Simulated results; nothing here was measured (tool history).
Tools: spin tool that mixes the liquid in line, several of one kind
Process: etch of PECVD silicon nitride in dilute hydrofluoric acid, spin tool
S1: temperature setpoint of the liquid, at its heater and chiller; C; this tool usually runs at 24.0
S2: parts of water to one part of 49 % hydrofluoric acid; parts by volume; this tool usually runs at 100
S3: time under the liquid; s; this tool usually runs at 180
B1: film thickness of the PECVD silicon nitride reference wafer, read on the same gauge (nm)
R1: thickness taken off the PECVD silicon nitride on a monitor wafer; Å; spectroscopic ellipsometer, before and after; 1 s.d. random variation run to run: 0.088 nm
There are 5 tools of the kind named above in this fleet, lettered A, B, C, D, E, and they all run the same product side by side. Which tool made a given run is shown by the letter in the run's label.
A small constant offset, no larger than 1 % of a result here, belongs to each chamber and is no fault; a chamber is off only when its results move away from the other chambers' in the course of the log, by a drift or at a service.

run,hour,S1,S2,S3,B1,R1
1A,7.6,24.0,100,180,69.993,90.606
2B,14.6,24.0,100,180,69.996,90.828
3D,20.1,24.0,100,180,70.009,89.975
4E,28.3,24.0,100,180,70.025,93.011
5C,35.9,24.0,100,180,70.016,92.462
6D,43.3,24.0,100,215,70.032,108.220
7E,47.9,24.0,100,215,69.995,112.340
8A,54.3,24.0,100,215,70.014,107.630
9C,62.5,24.0,100,215,69.999,107.650
10B,68.3,24.0,100,215,70.025,108.330
11B,77.0,24.0,100,180,69.986,90.605
12D,82.1,24.0,100,180,70.034,90.674
13A,86.7,24.0,100,180,69.997,90.930
14C,94.7,24.0,100,180,69.989,92.124
15E,100.8,24.0,100,180,70.036,93.811
16D,108.3,24.0,100,180,70.009,89.872
17E,112.3,24.0,100,180,69.974,93.532
18B,118.3,24.0,100,180,69.978,88.715
19C,125.9,24.0,100,180,69.980,91.193
20A,131.6,24.0,100,180,70.008,94.785
21C,139.0,24.0,100,180,70.011,91.732
22E,147.8,24.0,100,180,70.002,92.357
23A,153.3,24.0,100,180,70.003,96.709
24B,160.8,21.5,100,180,69.983,76.773
25D,165.6,21.5,100,180,70.014,75.698
26B,172.8,21.5,100,180,70.014,76.498
27A,180.8,21.5,100,180,70.012,84.495
28E,188.1,21.5,100,180,69.980,77.909
29D,195.5,24.0,100,95,69.981,47.767
30C,201.5,24.0,100,95,69.997,48.492
31B,207.2,24.0,100,95,70.000,48.403

Next, all 5 chambers run the settings below, one line each with question marks for the results. What does each chamber give?
32A,213.6,24.0,100,180,,?
32B,213.6,24.0,100,180,,?
32C,213.6,24.0,100,180,,?
32D,213.6,24.0,100,180,,?
32E,213.6,24.0,100,180,,?

run,R1
32A,100.940
32B,90.426
32C,91.844
32D,91.791
32E,92.239
